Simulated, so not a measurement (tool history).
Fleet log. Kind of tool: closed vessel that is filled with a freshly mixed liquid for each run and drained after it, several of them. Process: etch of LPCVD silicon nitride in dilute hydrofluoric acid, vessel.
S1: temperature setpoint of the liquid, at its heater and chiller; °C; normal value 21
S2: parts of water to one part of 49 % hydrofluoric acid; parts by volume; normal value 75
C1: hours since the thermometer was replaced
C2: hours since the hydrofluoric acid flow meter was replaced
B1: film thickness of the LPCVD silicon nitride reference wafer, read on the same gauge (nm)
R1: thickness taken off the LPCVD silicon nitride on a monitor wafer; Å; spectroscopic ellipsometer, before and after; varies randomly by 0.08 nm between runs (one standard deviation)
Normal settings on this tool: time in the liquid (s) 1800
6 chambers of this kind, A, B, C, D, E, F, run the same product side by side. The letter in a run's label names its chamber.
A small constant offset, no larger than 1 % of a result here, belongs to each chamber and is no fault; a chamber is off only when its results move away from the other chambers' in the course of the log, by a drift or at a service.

run 1A hour=6.9 | S1=21 S2=75 time_in_the_liquid_(s)=1800 | C1=1420.9 C2=588.1 | B1=110.02 | R1=97.415
run 2B hour=16.7 | S1=21 S2=75 time_in_the_liquid_(s)=1800 | C1=264.3 C2=568.7 | B1=110.03 | R1=96.738
run 3E hour=22.4 | S1=21 S2=75 time_in_the_liquid_(s)=1800 | C1=2045.1 C2=555.4 | B1=109.99 | R1=99.949
run 4D hour=31.8 | S1=21 S2=75 time_in_the_liquid_(s)=1800 | C1=1377.3 C2=376.2 | B1=109.98 | R1=97.262
run 5C hour=38.8 | S1=21 S2=75 time_in_the_liquid_(s)=1800 | C1=713 C2=558 | B1=110.02 | R1=97.583
run 6F hour=45.2 | S1=21 S2=75 time_in_the_liquid_(s)=1800 | C1=444.4 C2=1127.3 | B1=109.99 | R1=97.715
run 7C hour=54 | S1=21 S2=75 time_in_the_liquid_(s)=1800 | C1=728.2 C2=573.2 | B1=110.01 | R1=98.762
run 8B hour=61.2 | S1=21 S2=75 time_in_the_liquid_(s)=1800 | C1=308.8 C2=613.2 | B1=110.03 | R1=98.256
run 9F hour=71.1 | S1=17 S2=75 time_in_the_liquid_(s)=1800 | C1=470.3 C2=1153.2 | B1=109.99 | R1=74.411
run 10E hour=80.7 | S1=17 S2=75 time_in_the_liquid_(s)=1800 | C1=2103.4 C2=613.7 | B1=110.01 | R1=75.261
run 11A hour=86.8 | S1=17 S2=75 time_in_the_liquid_(s)=1800 | C1=1500.8 C2=668 | B1=109.99 | R1=73.502
run 12D hour=95.2 | S1=17 S2=75 time_in_the_liquid_(s)=1800 | C1=1440.7 C2=439.6 | B1=109.97 | R1=73.553
run 13B hour=100.1 | S1=17 S2=75 time_in_the_liquid_(s)=1800 | C1=347.7 C2=652.1 | B1=110.03 | R1=72.393
run 14C hour=107 | S1=17 S2=75 time_in_the_liquid_(s)=1800 | C1=781.2 C2=626.2 | B1=110 | R1=75.237
run 15F hour=117.7 | S1=23 S2=90 time_in_the_liquid_(s)=1800 | C1=516.9 C2=1199.8 | B1=109.98 | R1=94.096
run 16E hour=124.6 | S1=23 S2=90 time_in_the_liquid_(s)=1800 | C1=2147.3 C2=657.6 | B1=109.99 | R1=96.072
run 17D hour=130.5 | S1=23 S2=90 time_in_the_liquid_(s)=1800 | C1=1476 C2=474.9 | B1=109.99 | R1=94.121
run 18A hour=135.7 | S1=23 S2=90 time_in_the_liquid_(s)=1800 | C1=1549.7 C2=716.9 | B1=110.01 | R1=97.311
run 19B hour=142.8 | S1=23 S2=90 time_in_the_liquid_(s)=1800 | C1=390.4 C2=694.8 | B1=109.99 | R1=94.954
run 20D hour=150.6 | S1=23 S2=90 time_in_the_liquid_(s)=1800 | C1=1496.1 C2=495 | B1=110.02 | R1=93.363
run 21E hour=161.4 | S1=21 S2=75 time_in_the_liquid_(s)=1800 | C1=2184.1 C2=694.4 | B1=110.01 | R1=100.4
-- hour=169.8 chamber D: thermometer replaced
run 22F hour=171.6 | S1=21 S2=75 time_in_the_liquid_(s)=1800 | C1=570.8 C2=1253.7 | B1=110.01 | R1=97.999
run 23A hour=182 | S1=21 S2=75 time_in_the_liquid_(s)=1800 | C1=1596 C2=763.2 | B1=109.98 | R1=101.9
run 24C hour=190 | S1=21 S2=75 time_in_the_liquid_(s)=1800 | C1=864.2 C2=709.2 | B1=110.01 | R1=98.255
run 25A hour=194.9 | S1=21 S2=110 time_in_the_liquid_(s)=1800 | C1=1608.9 C2=776.1 | B1=110.01 | R1=71.194
run 26C hour=200 | S1=21 S2=110 time_in_the_liquid_(s)=1800 | C1=874.2 C2=719.2 | B1=110.01 | R1=68.964
run 27D hour=205.5 | S1=21 S2=110 time_in_the_liquid_(s)=1800 | C1=35.7 C2=549.9 | B1=109.99 | R1=66.814
run 28E hour=211.2 | S1=21 S2=110 time_in_the_liquid_(s)=1800 | C1=2233.9 C2=744.2 | B1=110.02 | R1=68.589
run 29B hour=217 | S1=21 S2=110 time_in_the_liquid_(s)=1800 | C1=464.6 C2=769 | B1=110 | R1=66.204
-- hour=222 chamber D: hydrofluoric acid flow meter replaced
run 30F hour=226.8 | S1=21 S2=110 time_in_the_liquid_(s)=1800 | C1=626 C2=1308.9 | B1=110 | R1=66.524
run 31E hour=237.6 | S1=21 S2=75 time_in_the_liquid_(s)=1800 | C1=2260.3 C2=770.6 | B1=110 | R1=100.12
run 32F hour=247.8 | S1=21 S2=75 time_in_the_liquid_(s)=1800 | C1=647 C2=1329.9 | B1=110 | R1=97.61
run 33B hour=253.4 | S1=21 S2=75 time_in_the_liquid_(s)=1800 | C1=501 C2=805.4 | B1=109.98 | R1=96.406
run 34D hour=264.1 | S1=21 S2=40 time_in_the_liquid_(s)=1800 | C1=94.3 C2=42.1 | B1=110.01 | R1=179.04
run 35C hour=273.9 | S1=21 S2=40 time_in_the_liquid_(s)=1800 | C1=948.1 C2=793.1 | B1=109.98 | R1=178.18
run 36A hour=281 | S1=21 S2=40 time_in_the_liquid_(s)=1800 | C1=1695 C2=862.2 | B1=110.01 | R1=196.77
run 37C hour=289.9 | S1=21 S2=40 time_in_the_liquid_(s)=1800 | C1=964.1 C2=809.1 | B1=110.03 | R1=180.22

All chambers now run identical settings, listed one chamber a line with results as question marks. What results will each chamber show?
run 38A hour=297.9 | S1=21 S2=75 time_in_the_liquid_(s)=1800 | R1=?
run 38B hour=297.9 | S1=21 S2=75 time_in_the_liquid_(s)=1800 | R1=?
run 38C hour=297.9 | S1=21 S2=75 time_in_the_liquid_(s)=1800 | R1=?
run 38D hour=297.9 | S1=21 S2=75 time_in_the_liquid_(s)=1800 | R1=?
run 38E hour=297.9 | S1=21 S2=75 time_in_the_liquid_(s)=1800 | R1=?
run 38F hour=297.9 | S1=21 S2=75 time_in_the_liquid_(s)=1800 | R1=?

run=38A R1=108.61
run=38B R1=97.886
run=38C R1=98.501
run=38D R1=96.901
run=38E R1=99.658
run=38F R1=98.01

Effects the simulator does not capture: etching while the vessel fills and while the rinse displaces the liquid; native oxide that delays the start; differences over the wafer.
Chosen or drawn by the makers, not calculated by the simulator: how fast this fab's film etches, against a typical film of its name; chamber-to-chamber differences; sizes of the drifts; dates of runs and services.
